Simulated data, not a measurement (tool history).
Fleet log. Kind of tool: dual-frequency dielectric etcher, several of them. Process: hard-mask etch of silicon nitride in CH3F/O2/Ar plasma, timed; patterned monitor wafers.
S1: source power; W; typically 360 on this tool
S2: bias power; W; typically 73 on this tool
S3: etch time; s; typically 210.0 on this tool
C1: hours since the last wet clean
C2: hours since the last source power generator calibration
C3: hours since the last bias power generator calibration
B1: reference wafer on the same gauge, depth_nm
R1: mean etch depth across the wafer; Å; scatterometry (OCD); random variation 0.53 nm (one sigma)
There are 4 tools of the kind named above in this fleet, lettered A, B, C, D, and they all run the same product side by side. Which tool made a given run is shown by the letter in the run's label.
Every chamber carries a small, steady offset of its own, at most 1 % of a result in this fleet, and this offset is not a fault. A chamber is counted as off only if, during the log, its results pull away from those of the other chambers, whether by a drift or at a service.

run,hour,S1,S2,S3,C1,C2,C3,B1,R1
1D,3.4,360,73,210.0,305.8,1300.6,2262.8,130.83,1418.3
2A,6.4,360,73,210.0,340.6,1302.7,3396.1,131.02,1436.6
3C,10.7,360,73,210.0,322.1,1942.1,1143.3,131.03,1426.4
4B,14.8,360,73,210.0,294.8,1934.0,2601.1,130.96,1423.5
5C,18.0,360,73,210.0,329.4,1949.4,1150.6,131.05,1429.6
6A,21.6,360,73,210.0,355.8,1317.9,3411.3,130.88,1420.3
# hour 23.8: chamber D: bias power generator calibrated
7D,24.9,360,73,210.0,327.3,1322.1,1.2,131.06,1415.4
8B,31.3,360,73,210.0,311.3,1950.5,2617.6,130.98,1424.4
9D,36.9,360,73,210.0,339.3,1334.1,13.2,131.02,1428.1
10C,43.1,360,73,210.0,354.5,1974.5,1175.7,130.85,1425.9
11A,46.4,360,79,157.0,380.6,1342.7,3436.1,130.96,1092.9
12B,52.6,360,79,157.0,332.6,1971.8,2638.9,130.98,1084.8
13D,56.3,360,79,157.0,358.7,1353.5,32.6,130.97,1091.0
# hour 56.6: chamber B: source power generator calibrated
14B,62.8,360,79,157.0,342.8,6.3,2649.1,131.04,1090.6
# hour 63.8: chamber A: wet clean of the chamber
15C,69.3,360,67,248.5,380.7,2000.7,1201.9,131.02,1637.6
16A,75.7,360,67,248.5,11.9,1372.0,3465.4,130.93,1645.7
17D,81.7,360,67,248.5,384.1,1378.9,58.0,131.00,1645.9
18B,87.2,360,67,248.5,367.2,30.7,2673.5,131.00,1636.6
19A,91.9,360,73,210.0,28.1,1388.2,3481.6,130.98,1423.4
20C,95.8,310,78,210.0,407.2,2027.2,1228.4,130.94,1387.5
21B,99.6,310,78,210.0,379.6,43.1,2685.9,131.02,1375.2
22A,104.8,310,78,210.0,41.0,1401.1,3494.5,130.97,1373.5
23C,110.3,310,78,210.0,421.7,2041.7,1242.9,131.04,1379.5
24D,115.5,360,73,210.0,417.9,1412.7,91.8,131.06,1455.7
25B,120.5,360,73,210.0,400.5,64.0,2706.8,130.91,1413.5
26C,126.1,360,73,210.0,437.5,2057.5,1258.7,131.03,1423.9
27A,131.7,360,73,172.0,67.9,1428.0,3521.4,131.02,1164.2
28D,135.5,360,73,172.0,437.9,1432.7,111.8,130.92,1192.0
29B,140.0,360,73,172.0,420.0,83.5,2726.3,130.89,1164.2
30A,142.9,360,73,172.0,79.1,1439.2,3532.6,130.93,1165.6
31D,147.1,360,73,210.0,449.5,1444.3,123.4,130.88,1450.3
32C,151.9,360,73,210.0,463.3,2083.3,1284.5,131.05,1431.8
33A,158.0,360,73,210.0,94.2,1454.3,3547.7,131.04,1428.1
34C,163.3,360,73,210.0,474.7,2094.7,1295.9,131.02,1425.9
35B,166.5,360,73,210.0,446.5,110.0,2752.8,130.99,1415.4
36D,172.7,360,64,210.0,475.1,1469.9,149.0,131.06,1411.5
37A,177.0,360,64,210.0,113.2,1473.3,3566.7,130.99,1369.1
38C,183.4,360,64,210.0,494.8,2114.8,1316.0,131.06,1372.3
39B,188.1,360,64,210.0,468.1,131.6,2774.4,131.13,1359.0
40D,191.1,360,73,210.0,493.5,1488.3,167.4,131.03,1478.0
41A,195.0,360,73,210.0,131.2,1491.3,3584.7,130.94,1432.8
42D,199.2,360,73,210.0,501.6,1496.4,175.5,130.96,1476.2
43B,203.1,360,73,210.0,483.1,146.6,2789.4,131.06,1416.3

Does one chamber stand apart from the rest, does the shared gauge drift, or is all well apart from small per-chamber offsets? Give the chamber and the most likely cause, where there is one.

It is chamber D that slowly wanders off from its peers.
Most likely cause: etch rate over this chamber's usual, % = 4.23.

Here are 4 candidates for chamber D's next run, each the usual settings with a change, their results left as question marks. Which one brings its results back in line with what the others give on the usual settings?
A result is in line if it is within this distance of the other chambers' mean on the usual settings: R1 19.0 Å
44D-1,208.0,360,73,217.5,,,,,?
44D-2,208.0,320,65,210.0,,,,,?
44D-3,208.0,360,93,210.0,,,,,?
44D-4,208.0,340,69,210.0,,,,,?

The mean the other chambers reach with the usual settings: R1 1423.2 Å
run,R1
44D-1,1538.6
44D-2,1366.8
44D-3,1617.5
44D-4,1426.6
The answer is 44D-4, which returns the chamber to within the allowed miss of the others.
